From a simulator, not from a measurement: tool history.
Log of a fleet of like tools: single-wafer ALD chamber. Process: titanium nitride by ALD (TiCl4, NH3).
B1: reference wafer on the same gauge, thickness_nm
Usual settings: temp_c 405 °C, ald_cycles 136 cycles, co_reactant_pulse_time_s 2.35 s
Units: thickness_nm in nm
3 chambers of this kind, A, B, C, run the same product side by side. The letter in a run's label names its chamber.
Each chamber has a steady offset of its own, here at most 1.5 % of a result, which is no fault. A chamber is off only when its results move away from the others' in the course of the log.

{"run": "1C", "hour": 3.4, "temp_c": 405, "ald_cycles": 136, "co_reactant_pulse_time_s": 2.35, "B1": 2.6516, "thickness_nm": 3.0608}
{"run": "2A", "hour": 6.8, "temp_c": 405, "ald_cycles": 136, "co_reactant_pulse_time_s": 2.35, "B1": 2.6519, "thickness_nm": 3.0223}
{"run": "3B", "hour": 11.7, "temp_c": 405, "ald_cycles": 136, "co_reactant_pulse_time_s": 2.35, "B1": 2.653, "thickness_nm": 3.0328}
{"run": "4B", "hour": 17.0, "temp_c": 405, "ald_cycles": 136, "co_reactant_pulse_time_s": 2.35, "B1": 2.6502, "thickness_nm": 3.0367}
{"run": "5C", "hour": 22.5, "temp_c": 405, "ald_cycles": 136, "co_reactant_pulse_time_s": 2.35, "B1": 2.6536, "thickness_nm": 3.0829}
{"run": "6A", "hour": 26.6, "temp_c": 405, "ald_cycles": 136, "co_reactant_pulse_time_s": 2.35, "B1": 2.6479, "thickness_nm": 3.0265}
{"run": "7C", "hour": 31.2, "temp_c": 405, "ald_cycles": 136, "co_reactant_pulse_time_s": 2.35, "B1": 2.6509, "thickness_nm": 3.0596}
{"run": "8B", "hour": 35.3, "temp_c": 405, "ald_cycles": 136, "co_reactant_pulse_time_s": 2.35, "B1": 2.651, "thickness_nm": 3.0273}
{"run": "9A", "hour": 41.0, "temp_c": 405, "ald_cycles": 136, "co_reactant_pulse_time_s": 2.35, "B1": 2.655, "thickness_nm": 3.0269}
{"run": "10B", "hour": 43.7, "temp_c": 400, "ald_cycles": 136, "co_reactant_pulse_time_s": 1.54, "B1": 2.645, "thickness_nm": 2.9978}
{"run": "11C", "hour": 46.4, "temp_c": 400, "ald_cycles": 136, "co_reactant_pulse_time_s": 1.54, "B1": 2.6545, "thickness_nm": 3.0016}
{"run": "12A", "hour": 50.4, "temp_c": 400, "ald_cycles": 136, "co_reactant_pulse_time_s": 1.54, "B1": 2.6469, "thickness_nm": 2.9818}
{"run": "13B", "hour": 53.6, "temp_c": 405, "ald_cycles": 136, "co_reactant_pulse_time_s": 2.35, "B1": 2.6492, "thickness_nm": 3.0406}
{"run": "14C", "hour": 57.2, "temp_c": 405, "ald_cycles": 136, "co_reactant_pulse_time_s": 2.35, "B1": 2.6506, "thickness_nm": 3.0556}
{"run": "15A", "hour": 59.7, "temp_c": 405, "ald_cycles": 136, "co_reactant_pulse_time_s": 2.35, "B1": 2.6531, "thickness_nm": 3.0313}
{"run": "16B", "hour": 63.8, "temp_c": 405, "ald_cycles": 136, "co_reactant_pulse_time_s": 2.35, "B1": 2.6477, "thickness_nm": 3.0293}
{"run": "17C", "hour": 69.4, "temp_c": 405, "ald_cycles": 136, "co_reactant_pulse_time_s": 2.35, "B1": 2.653, "thickness_nm": 3.0746}
{"run": "18A", "hour": 72.3, "temp_c": 405, "ald_cycles": 136, "co_reactant_pulse_time_s": 2.35, "B1": 2.6522, "thickness_nm": 3.0069}
{"run": "19C", "hour": 75.5, "temp_c": 405, "ald_cycles": 136, "co_reactant_pulse_time_s": 2.35, "B1": 2.6484, "thickness_nm": 3.0428}
{"run": "20A", "hour": 78.9, "temp_c": 405, "ald_cycles": 136, "co_reactant_pulse_time_s": 2.35, "B1": 2.6461, "thickness_nm": 3.0372}
{"run": "21B", "hour": 82.6, "temp_c": 405, "ald_cycles": 136, "co_reactant_pulse_time_s": 2.35, "B1": 2.6511, "thickness_nm": 3.038}
{"run": "22C", "hour": 86.7, "temp_c": 405, "ald_cycles": 136, "co_reactant_pulse_time_s": 2.81, "B1": 2.6463, "thickness_nm": 3.0871}
{"run": "23B", "hour": 89.8, "temp_c": 405, "ald_cycles": 136, "co_reactant_pulse_time_s": 2.81, "B1": 2.6474, "thickness_nm": 3.068}
{"hour": 93.5, "done": "chamber B: thermocouple changed; heater temperature recalibrated"}
{"run": "24A", "hour": 95.2, "temp_c": 405, "ald_cycles": 136, "co_reactant_pulse_time_s": 2.81, "B1": 2.6518, "thickness_nm": 3.0532}
{"run": "25C", "hour": 98.7, "temp_c": 405, "ald_cycles": 136, "co_reactant_pulse_time_s": 2.35, "B1": 2.6485, "thickness_nm": 3.0579}
{"run": "26A", "hour": 103.6, "temp_c": 405, "ald_cycles": 136, "co_reactant_pulse_time_s": 2.35, "B1": 2.6503, "thickness_nm": 3.0488}
{"run": "27B", "hour": 107.2, "temp_c": 405, "ald_cycles": 136, "co_reactant_pulse_time_s": 2.35, "B1": 2.6509, "thickness_nm": 3.0544}
{"run": "28C", "hour": 112.7, "temp_c": 405, "ald_cycles": 136, "co_reactant_pulse_time_s": 2.35, "B1": 2.6498, "thickness_nm": 3.0592}
{"run": "29A", "hour": 117.2, "temp_c": 405, "ald_cycles": 136, "co_reactant_pulse_time_s": 2.35, "B1": 2.6515, "thickness_nm": 3.0246}
{"run": "30B", "hour": 119.7, "temp_c": 394, "ald_cycles": 136, "co_reactant_pulse_time_s": 1.9, "B1": 2.6505, "thickness_nm": 3.0124}

Next, every chamber runs the same settings. What will each give?
{"run": "31A", "hour": 123.9, "temp_c": 405, "ald_cycles": 155, "co_reactant_pulse_time_s": 2.35, "thickness_nm": "?"}
{"run": "31B", "hour": 123.9, "temp_c": 405, "ald_cycles": 155, "co_reactant_pulse_time_s": 2.35, "thickness_nm": "?"}
{"run": "31C", "hour": 123.9, "temp_c": 405, "ald_cycles": 155, "co_reactant_pulse_time_s": 2.35, "thickness_nm": "?"}

run=31A thickness_nm=3.4803
run=31B thickness_nm=3.4495
run=31C thickness_nm=3.488

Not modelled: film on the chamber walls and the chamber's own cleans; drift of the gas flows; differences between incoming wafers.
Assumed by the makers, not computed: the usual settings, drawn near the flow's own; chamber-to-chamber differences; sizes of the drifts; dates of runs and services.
